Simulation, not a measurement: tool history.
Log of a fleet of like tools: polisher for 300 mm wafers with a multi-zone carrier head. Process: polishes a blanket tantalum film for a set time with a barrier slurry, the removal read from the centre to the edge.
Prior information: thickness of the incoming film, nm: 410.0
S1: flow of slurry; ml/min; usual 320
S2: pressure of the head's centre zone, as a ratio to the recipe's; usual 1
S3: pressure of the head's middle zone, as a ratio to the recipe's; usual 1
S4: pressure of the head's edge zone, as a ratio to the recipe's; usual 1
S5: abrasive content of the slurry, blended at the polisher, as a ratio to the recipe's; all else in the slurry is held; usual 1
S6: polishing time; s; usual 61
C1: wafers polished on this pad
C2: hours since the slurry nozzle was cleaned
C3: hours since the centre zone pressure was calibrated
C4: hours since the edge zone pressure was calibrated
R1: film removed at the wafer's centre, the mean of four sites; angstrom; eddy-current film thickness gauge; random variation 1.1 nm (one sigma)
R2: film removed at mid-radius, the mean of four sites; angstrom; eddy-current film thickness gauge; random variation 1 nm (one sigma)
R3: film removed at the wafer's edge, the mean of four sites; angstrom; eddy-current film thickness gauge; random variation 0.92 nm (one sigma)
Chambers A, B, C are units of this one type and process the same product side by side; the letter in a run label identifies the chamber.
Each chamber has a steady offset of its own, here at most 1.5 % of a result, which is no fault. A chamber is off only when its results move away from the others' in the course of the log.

{"run": "1C", "hour": 5.9, "S1": 320, "S2": 1, "S3": 1, "S4": 1, "S5": 1, "S6": 61, "C1": 749, "C2": 297.3, "C3": 1125.5, "C4": 82.7, "R1": 1313.5, "R2": 1299.2, "R3": 1298}
{"hour": 6.8, "done": "chamber A: worn pad replaced by a new one"}
{"run": "2B", "hour": 14.2, "S1": 320, "S2": 1, "S3": 1, "S4": 1, "S5": 1, "S6": 61, "C1": 191, "C2": 651.9, "C3": 84.3, "C4": 201.7, "R1": 1279.5, "R2": 1302.9, "R3": 1293.1}
{"run": "3A", "hour": 21.8, "S1": 320, "S2": 1, "S3": 1, "S4": 1, "S5": 1, "S6": 61, "C1": 176, "C2": 550.7, "C3": 577.5, "C4": 597.4, "R1": 1297.7, "R2": 1300.5, "R3": 1295.6}
{"hour": 28.4, "done": "chamber C: worn pad replaced by a new one"}
{"run": "4B", "hour": 28.5, "S1": 320, "S2": 1, "S3": 1, "S4": 1, "S5": 1, "S6": 61, "C1": 359, "C2": 666.2, "C3": 98.6, "C4": 216, "R1": 1301.4, "R2": 1299.7, "R3": 1262}
{"run": "5C", "hour": 33.9, "S1": 320, "S2": 1, "S3": 1, "S4": 1, "S5": 1, "S6": 61, "C1": 65, "C2": 325.3, "C3": 1153.5, "C4": 110.7, "R1": 1318, "R2": 1313.6, "R3": 1284.6}
{"run": "6A", "hour": 38.0, "S1": 320, "S2": 1.07, "S3": 1, "S4": 1, "S5": 1, "S6": 47, "C1": 367, "C2": 566.9, "C3": 593.7, "C4": 613.6, "R1": 1071.7, "R2": 999.41, "R3": 1006.3}
{"run": "7B", "hour": 44.1, "S1": 320, "S2": 1.07, "S3": 1, "S4": 1, "S5": 1, "S6": 47, "C1": 542, "C2": 681.8, "C3": 114.2, "C4": 231.6, "R1": 1069.2, "R2": 1004.8, "R3": 986.31}
{"run": "8C", "hour": 53.0, "S1": 320, "S2": 1.07, "S3": 1, "S4": 1, "S5": 1, "S6": 47, "C1": 289, "C2": 344.4, "C3": 1172.6, "C4": 129.8, "R1": 1073, "R2": 997.39, "R3": 999.15}
{"hour": 58.7, "done": "chamber A: worn pad replaced by a new one"}
{"run": "9A", "hour": 61.0, "S1": 320, "S2": 1, "S3": 1, "S4": 1, "S5": 1, "S6": 61, "C1": 27, "C2": 589.9, "C3": 616.7, "C4": 636.6, "R1": 1275.8, "R2": 1283.8, "R3": 1297.1}
{"run": "10A", "hour": 66.0, "S1": 320, "S2": 1, "S3": 1, "S4": 1, "S5": 1, "S6": 61, "C1": 86, "C2": 594.9, "C3": 621.7, "C4": 641.6, "R1": 1286.9, "R2": 1282.4, "R3": 1279.8}
{"run": "11C", "hour": 72.0, "S1": 320, "S2": 1, "S3": 1, "S4": 1, "S5": 1, "S6": 79, "C1": 512, "C2": 363.4, "C3": 1191.6, "C4": 148.8, "R1": 1658.9, "R2": 1685.7, "R3": 1672.1}
{"hour": 72.6, "done": "chamber B: worn pad replaced by a new one"}
{"run": "12B", "hour": 78.6, "S1": 320, "S2": 1, "S3": 1, "S4": 1, "S5": 1, "S6": 79, "C1": 71, "C2": 716.3, "C3": 148.7, "C4": 266.1, "R1": 1666.8, "R2": 1682.1, "R3": 1664.8}
{"run": "13B", "hour": 84.6, "S1": 320, "S2": 1, "S3": 1, "S4": 1, "S5": 1, "S6": 79, "C1": 142, "C2": 722.3, "C3": 154.7, "C4": 272.1, "R1": 1660.9, "R2": 1662.1, "R3": 1662.5}
{"run": "14C", "hour": 93.5, "S1": 320, "S2": 1, "S3": 1, "S4": 1, "S5": 1, "S6": 61, "C1": 765, "C2": 384.9, "C3": 1213.1, "C4": 170.3, "R1": 1302.5, "R2": 1284.2, "R3": 1293.1}
{"hour": 98.1, "done": "chamber C: worn pad replaced by a new one"}
{"run": "15A", "hour": 99.5, "S1": 320, "S2": 1, "S3": 1, "S4": 1, "S5": 1, "S6": 61, "C1": 480, "C2": 628.4, "C3": 655.2, "C4": 675.1, "R1": 1281.8, "R2": 1304.7, "R3": 1298.7}
{"hour": 104.8, "done": "chamber A: slurry nozzle cleaned"}
{"run": "16A", "hour": 107.3, "S1": 320, "S2": 1, "S3": 1, "S4": 1, "S5": 1, "S6": 61, "C1": 571, "C2": 2.6, "C3": 663, "C4": 682.9, "R1": 1297.6, "R2": 1288.6, "R3": 1301.4}
{"run": "17C", "hour": 113.1, "S1": 320, "S2": 1, "S3": 1, "S4": 1, "S5": 1, "S6": 61, "C1": 177, "C2": 404.5, "C3": 1232.7, "C4": 189.9, "R1": 1299, "R2": 1303.3, "R3": 1309.4}
{"hour": 116.1, "done": "chamber A: worn pad replaced by a new one"}
{"run": "18B", "hour": 120.3, "S1": 320, "S2": 1, "S3": 1, "S4": 1, "S5": 1, "S6": 61, "C1": 561, "C2": 758, "C3": 190.4, "C4": 307.8, "R1": 1291.8, "R2": 1300.4, "R3": 1270.3}
{"run": "19C", "hour": 128.9, "S1": 320, "S2": 1, "S3": 1, "S4": 1.08, "S5": 0.85, "S6": 61, "C1": 362, "C2": 420.3, "C3": 1248.5, "C4": 205.7, "R1": 1220.5, "R2": 1239.2, "R3": 1293.2}
{"hour": 131.3, "done": "chamber C: centre zone pressure recalibrated"}
{"hour": 132.8, "done": "chamber C: slurry nozzle cleaned"}
{"run": "20A", "hour": 135.5, "S1": 320, "S2": 1, "S3": 1, "S4": 1.08, "S5": 0.85, "S6": 61, "C1": 227, "C2": 30.8, "C3": 691.2, "C4": 711.1, "R1": 1231.4, "R2": 1241.4, "R3": 1295.6}
{"run": "21B", "hour": 140.4, "S1": 320, "S2": 1, "S3": 1, "S4": 1.08, "S5": 0.85, "S6": 61, "C1": 797, "C2": 778.1, "C3": 210.5, "C4": 327.9, "R1": 1245, "R2": 1223.8, "R3": 1264}
{"run": "22C", "hour": 144.8, "S1": 320, "S2": 1, "S3": 1, "S4": 1, "S5": 1, "S6": 61, "C1": 549, "C2": 12.1, "C3": 13.5, "C4": 221.6, "R1": 1398, "R2": 1305.7, "R3": 1286.8}
{"run": "23A", "hour": 150.0, "S1": 320, "S2": 1, "S3": 1, "S4": 1, "S5": 1, "S6": 61, "C1": 398, "C2": 45.3, "C3": 705.7, "C4": 725.6, "R1": 1292.3, "R2": 1283.7, "R3": 1308.9}
{"hour": 150.1, "done": "chamber B: worn pad replaced by a new one"}
{"run": "24B", "hour": 154.4, "S1": 320, "S2": 1, "S3": 1, "S4": 1, "S5": 1, "S6": 61, "C1": 51, "C2": 792.1, "C3": 224.5, "C4": 341.9, "R1": 1295.4, "R2": 1292.1, "R3": 1282.8}
{"run": "25B", "hour": 159.3, "S1": 320, "S2": 1, "S3": 1, "S4": 1, "S5": 1, "S6": 61, "C1": 108, "C2": 797, "C3": 229.4, "C4": 346.8, "R1": 1303, "R2": 1313.9, "R3": 1297.3}
{"run": "26A", "hour": 167.4, "S1": 320, "S2": 1, "S3": 1, "S4": 1, "S5": 1, "S6": 61, "C1": 602, "C2": 62.7, "C3": 723.1, "C4": 743, "R1": 1271.1, "R2": 1271.9, "R3": 1304.4}
{"hour": 168.3, "done": "chamber C: worn pad replaced by a new one"}
{"hour": 171.3, "done": "chamber A: worn pad replaced by a new one"}
{"run": "27C", "hour": 176.3, "S1": 320, "S2": 1, "S3": 0.94, "S4": 1, "S5": 1, "S6": 61, "C1": 94, "C2": 43.6, "C3": 45, "C4": 253.1, "R1": 1390.9, "R2": 1214.3, "R3": 1291.5}
{"run": "28A", "hour": 183.3, "S1": 320, "S2": 1, "S3": 0.94, "S4": 1, "S5": 1, "S6": 61, "C1": 140, "C2": 78.6, "C3": 739, "C4": 758.9, "R1": 1290, "R2": 1227.1, "R3": 1300.4}
{"run": "29C", "hour": 188.5, "S1": 320, "S2": 1, "S3": 0.94, "S4": 1, "S5": 1, "S6": 61, "C1": 237, "C2": 55.8, "C3": 57.2, "C4": 265.3, "R1": 1378, "R2": 1231.9, "R3": 1303.6}
{"run": "30B", "hour": 194.5, "S1": 320, "S2": 1.09, "S3": 1, "S4": 1, "S5": 1, "S6": 61, "C1": 522, "C2": 832.2, "C3": 264.6, "C4": 382, "R1": 1402.5, "R2": 1303.7, "R3": 1284.1}
{"run": "31B", "hour": 202.4, "S1": 320, "S2": 1.09, "S3": 1, "S4": 1, "S5": 1, "S6": 61, "C1": 614, "C2": 840.1, "C3": 272.5, "C4": 389.9, "R1": 1401.2, "R2": 1291.2, "R3": 1284.5}
{"run": "32C", "hour": 209.1, "S1": 320, "S2": 1.09, "S3": 1, "S4": 1, "S5": 1, "S6": 61, "C1": 479, "C2": 76.4, "C3": 77.8, "C4": 285.9, "R1": 1552.1, "R2": 1298.3, "R3": 1298.4}
{"run": "33A", "hour": 217.3, "S1": 320, "S2": 1, "S3": 1, "S4": 0.91, "S5": 1, "S6": 61, "C1": 540, "C2": 112.6, "C3": 773, "C4": 792.9, "R1": 1303.5, "R2": 1286, "R3": 1214.4}

Is one chamber out of step, is the gauge drifting, or do the chambers differ by no more than their own small offsets? For an off chamber, give its letter and the likeliest cause.

Chamber C has stood off from the others ever since a service on it.
Cause: centre zone's pressure above its setpoint, % = 6.94.

Here are 4 candidates for chamber C's next run, each the usual settings with a change, their results left as question marks. Which one brings its results back in line with what the others give on the usual settings?
Maximum distance from the other chambers' mean on the usual settings for a result to count as in line: R1 37 angstrom; R2 35 angstrom; R3 32 angstrom
{"run": "34C-1", "hour": 224.1, "S1": 315, "S2": 0.9, "S3": 1.02, "S4": 1.03, "S5": 1, "S6": 60, "R1": "?", "R2": "?", "R3": "?"}
{"run": "34C-2", "hour": 224.1, "S1": 325, "S2": 1.1, "S3": 0.98, "S4": 0.97, "S5": 1, "S6": 62, "R1": "?", "R2": "?", "R3": "?"}
{"run": "34C-3", "hour": 224.1, "S1": 325, "S2": 1.06, "S3": 0.99, "S4": 0.98, "S5": 1, "S6": 62, "R1": "?", "R2": "?", "R3": "?"}
{"run": "34C-4", "hour": 224.1, "S1": 315, "S2": 0.94, "S3": 1.01, "S4": 1.02, "S5": 1, "S6": 60, "R1": "?", "R2": "?", "R3": "?"}

The mean the other chambers reach with the usual settings: R1 1290 angstrom; R2 1292.3 angstrom; R3 1289 angstrom
run=34C-1 R1=1220 R2=1300.2 R3=1294.7
run=34C-2 R1=1575.1 R2=1297.1 R3=1299.7
run=34C-3 R1=1513.1 R2=1309.6 R3=1306.5
run=34C-4 R1=1279.9 R2=1288.1 R3=1288.2
It is 34C-4 that realigns the chamber with its peers.

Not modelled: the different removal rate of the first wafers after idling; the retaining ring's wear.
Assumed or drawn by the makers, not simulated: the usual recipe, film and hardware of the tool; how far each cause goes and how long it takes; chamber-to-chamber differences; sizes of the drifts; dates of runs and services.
